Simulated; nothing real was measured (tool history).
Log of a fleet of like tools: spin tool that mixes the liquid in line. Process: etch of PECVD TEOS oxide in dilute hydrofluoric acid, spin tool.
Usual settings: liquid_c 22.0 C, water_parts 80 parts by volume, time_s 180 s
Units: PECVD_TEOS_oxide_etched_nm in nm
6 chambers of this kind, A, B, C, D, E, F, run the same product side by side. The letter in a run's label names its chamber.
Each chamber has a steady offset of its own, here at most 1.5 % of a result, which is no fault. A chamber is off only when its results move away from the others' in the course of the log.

run	day	liquid_c	water_parts	time_s	read-back film thickness of the PECVD TEOS oxide reference wafer, read on the same gauge (nm)	PECVD_TEOS_oxide_etched_nm
1B	0.138	22.0	80	180	49.994	48.609
2A	0.292	22.0	80	180	49.994	49.430
3F	0.433	22.0	80	180	49.990	49.147
4C	0.608	22.0	80	180	50.020	48.904
5D	0.796	22.0	80	180	49.966	49.113
6E	0.975	22.0	80	180	49.997	49.916
7C	1.138	22.0	80	180	49.938	48.871
8A	1.354	22.0	80	180	50.004	49.247
9F	1.492	22.0	80	180	49.964	49.685
10E	1.725	22.0	80	180	49.962	49.319
11B	1.900	22.0	80	180	50.035	49.030
12D	2.062	22.0	80	180	50.021	50.219
13D	2.304	22.0	80	180	50.019	48.777
14B	2.558	22.0	80	180	49.974	48.499
15A	2.675	22.0	80	180	50.002	48.528
16E	2.879	22.0	80	180	50.005	49.076
17C	3.017	22.0	80	180	49.987	49.358
18F	3.158	22.0	80	180	49.972	51.965
19B	3.404	18.5	80	180	50.015	41.538
20E	3.588	18.5	80	180	50.008	42.822
21F	3.817	18.5	80	180	49.992	44.398
22A	3.992	18.5	80	180	50.061	42.398
23C	4.217	18.5	80	180	49.994	42.036
24D	4.412	18.5	80	180	49.999	42.493
25D	4.583	22.0	120	180	49.991	31.804
26F	4.725	22.0	120	180	49.948	33.449
27E	4.854	22.0	120	180	49.981	30.984
28B	5.029	22.0	120	180	49.996	31.380
29C	5.208	22.0	120	180	50.054	30.811
30A	5.346	22.0	120	180	49.979	31.407
31D	5.517	22.0	80	180	50.007	49.088
32F	5.767	25.5	45	180	49.966	113.720
33A	5.983	25.5	45	180	50.005	106.800
34B	6.142	25.5	45	180	50.039	103.590
35E	6.342	25.5	45	180	49.969	107.120
36C	6.592	25.5	45	180	50.007	104.370

Is one chamber off against the others, does the gauge drift, or is nothing wrong? If a chamber is off, say which, and what the likeliest cause is.

Chamber F drifts away from the others.
Cause: hydrofluoric acid flow above the setpoint (%) = 9.95.
The log may not tell that from: liquid hotter than its thermometer reads (K).

Here are 4 candidates for chamber F's next run, each the usual settings with a change, their results left as question marks. Which one brings its results back in line with what the others give on the usual settings?
In line means no further than this from the other chambers' mean on the usual settings: PECVD_TEOS_oxide_etched_nm 1.600 nm
37F-1	6.779	22.0	80	190		?
37F-2	6.779	19.5	80	180		?
37F-3	6.779	21.0	80	180		?
37F-4	6.779	24.5	80	180		?

The other chambers' mean on the usual settings: PECVD_TEOS_oxide_etched_nm 49.119 nm
run	PECVD_TEOS_oxide_etched_nm
37F-1	57.278
37F-2	48.832
37F-3	52.027
37F-4	60.163
37F-2 brings the chamber back in line.
